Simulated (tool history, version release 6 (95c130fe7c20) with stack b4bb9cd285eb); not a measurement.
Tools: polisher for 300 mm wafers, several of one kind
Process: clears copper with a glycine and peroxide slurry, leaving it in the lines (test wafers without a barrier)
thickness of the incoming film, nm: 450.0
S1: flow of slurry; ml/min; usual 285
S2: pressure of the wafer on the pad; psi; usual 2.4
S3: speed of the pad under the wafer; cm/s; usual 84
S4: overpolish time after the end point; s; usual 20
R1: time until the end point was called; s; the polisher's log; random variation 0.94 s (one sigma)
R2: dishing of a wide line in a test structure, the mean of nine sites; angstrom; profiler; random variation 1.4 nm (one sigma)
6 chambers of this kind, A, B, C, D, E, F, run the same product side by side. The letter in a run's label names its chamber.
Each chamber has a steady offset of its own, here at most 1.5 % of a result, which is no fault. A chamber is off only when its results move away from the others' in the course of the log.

At hour 1.8: chamber D: worn pad replaced by a new one.
Run 1D, hour 7.8: usual settings. Result: R1 95.171 s, R2 607.30 angstrom.
Run 2B, hour 15.0: usual settings. Result: R1 93.118 s, R2 607.09 angstrom.
Run 3A, hour 23.6: usual settings. Result: R1 90.774 s, R2 610.11 angstrom.
Run 4E, hour 34.9: usual settings. Result: R1 91.480 s, R2 611.28 angstrom.
Run 5F, hour 43.5: usual settings. Result: R1 91.932 s, R2 627.85 angstrom.
Run 6C, hour 52.4: usual settings. Result: R1 94.675 s, R2 622.85 angstrom.
At hour 58.5: chamber A: slurry nozzle cleaned.
Run 7A, hour 60.6: usual settings. Result: R1 93.972 s, R2 615.38 angstrom.
At hour 60.7: chamber E: slurry nozzle cleaned.
At hour 70.5: chamber E: worn pad replaced by a new one.
At hour 70.5: chamber B: worn pad replaced by a new one.
Run 8E, hour 72.5: usual settings. Result: R1 92.692 s, R2 599.07 angstrom.
Run 9D, hour 83.0: usual settings. Result: R1 94.701 s, R2 626.28 angstrom.
Run 10C, hour 91.5: usual settings. Result: R1 95.161 s, R2 620.05 angstrom.
At hour 91.8: chamber F: worn pad replaced by a new one.
At hour 101.7: chamber A: worn pad replaced by a new one.
Run 11F, hour 103.1: usual settings. Result: R1 93.291 s, R2 626.87 angstrom.
At hour 105.9: chamber C: slurry nozzle cleaned.
Run 12B, hour 112.6: usual settings. Result: R1 95.705 s, R2 659.12 angstrom.
Run 13E, hour 119.0: usual settings. Result: R1 93.355 s, R2 606.26 angstrom.
Run 14F, hour 128.8: usual settings but S4 32 s. Result: R1 92.936 s, R2 885.60 angstrom.
Run 15C, hour 135.2: usual settings but S4 32 s. Result: R1 92.934 s, R2 868.25 angstrom.
At hour 136.2: chamber B: head pressure recalibrated.
Run 16D, hour 142.0: usual settings but S4 32 s. Result: R1 93.886 s, R2 868.30 angstrom.
At hour 143.9: chamber D: worn pad replaced by a new one.
Run 17B, hour 149.4: usual settings but S4 32 s. Result: R1 94.040 s, R2 897.57 angstrom.
Run 18A, hour 161.2: usual settings but S4 32 s. Result: R1 91.176 s, R2 826.13 angstrom.
Run 19E, hour 170.2: usual settings but S4 32 s. Result: R1 94.372 s, R2 856.52 angstrom.
Run 20D, hour 180.4: usual settings but S1 335 ml/min. Result: R1 92.698 s, R2 652.88 angstrom.
Run 21A, hour 186.4: usual settings but S1 335 ml/min. Result: R1 90.329 s, R2 609.64 angstrom.
Run 22C, hour 193.9: usual settings but S1 335 ml/min. Result: R1 97.331 s, R2 595.25 angstrom.
Run 23F, hour 199.6: usual settings but S1 335 ml/min. Result: R1 91.574 s, R2 638.37 angstrom.
Run 24B, hour 206.4: usual settings but S1 335 ml/min. Result: R1 93.173 s, R2 619.05 angstrom.
Run 25E, hour 213.9: usual settings but S1 335 ml/min. Result: R1 92.949 s, R2 632.99 angstrom.
Run 26C, hour 224.7: usual settings but S1 245 ml/min, S3 108 cm/s. Result: R1 81.090 s, R2 693.37 angstrom.
At hour 225.2: chamber E: worn pad replaced by a new one.
At hour 227.5: chamber C: head pressure recalibrated.
Run 27D, hour 232.1: usual settings but S1 245 ml/min, S3 108 cm/s. Result: R1 79.850 s, R2 705.78 angstrom.
Run 28B, hour 240.7: usual settings but S1 245 ml/min, S3 108 cm/s. Result: R1 77.992 s, R2 707.29 angstrom.
Run 29F, hour 246.2: usual settings but S1 245 ml/min, S3 108 cm/s. Result: R1 80.492 s, R2 714.95 angstrom.
At hour 257.4: chamber D: worn pad replaced by a new one.
Run 30A, hour 258.0: usual settings but S1 245 ml/min, S3 108 cm/s. Result: R1 77.882 s, R2 691.21 angstrom.
At hour 263.7: chamber A: head pressure recalibrated.
Run 31B, hour 265.3: usual settings but S1 245 ml/min, S3 108 cm/s. Result: R1 79.106 s, R2 715.91 angstrom.
Run 32E, hour 270.6: usual settings but S1 230 ml/min. Result: R1 94.006 s, R2 617.49 angstrom.
Run 33D, hour 280.6: usual settings but S1 230 ml/min. Result: R1 94.744 s, R2 619.45 angstrom.
At hour 286.1: chamber B: worn pad replaced by a new one.
At hour 290.2: chamber A: worn pad replaced by a new one.
Run 34F, hour 290.7: usual settings but S1 230 ml/min. Result: R1 95.904 s, R2 613.20 angstrom.
Run 35C, hour 302.0: usual settings but S1 230 ml/min. Result: R1 103.760 s, R2 563.29 angstrom.
Run 36A, hour 307.4: usual settings but S1 230 ml/min. Result: R1 94.103 s, R2 602.89 angstrom.
Run 37A, hour 313.7: usual settings but S1 230 ml/min. Result: R1 93.825 s, R2 604.78 angstrom.
At hour 323.9: chamber E: head pressure recalibrated.
Run 38E, hour 324.8: usual settings. Result: R1 93.146 s, R2 639.53 angstrom.
Run 39C, hour 331.3: usual settings but S2 2.0 psi. Result: R1 117.690 s, R2 479.51 angstrom.
Run 40D, hour 341.2: usual settings but S2 2.0 psi. Result: R1 107.590 s, R2 546.62 angstrom.
Run 41B, hour 352.1: usual settings but S2 2.0 psi. Result: R1 107.050 s, R2 556.21 angstrom.

What goes on in this fleet: one chamber off, a drifting gauge, or nothing beyond the chambers' own small offsets? Name the chamber and the cause, if any.

Chamber C drifts away from the others.
Cause: removal rate lost through wear of the pad, % = 10.5.

Here are 4 candidates for chamber C's next run, each the usual settings with a change, their results left as question marks. Which one brings its results back in line with what the others give on the usual settings?
In line means no further than this from the other chambers' mean on the usual settings: R1 3.300 s; R2 47.00 angstrom
Run 42C-1, hour 360.6: usual settings but S1 280 ml/min, S2 2.2 psi, S3 78 cm/s. Result: R1 ?, R2 ?.
Run 42C-2, hour 360.6: usual settings but S1 290 ml/min, S2 2.7 psi, S3 96 cm/s. Result: R1 ?, R2 ?.
Run 42C-3, hour 360.6: usual settings but S1 280 ml/min, S2 2.1 psi, S3 72 cm/s. Result: R1 ?, R2 ?.
Run 42C-4, hour 360.6: usual settings but S1 290 ml/min, S2 2.6 psi, S3 90 cm/s. Result: R1 ?, R2 ?.

The other chambers' mean on the usual settings: R1 93.576 s; R2 620.79 angstrom
  run       R1      R2
42C-1  118.830  499.38
42C-2   85.964  651.31
42C-3  130.320  462.45
42C-4   93.335  610.36
42C-4 brings the chamber back in line.
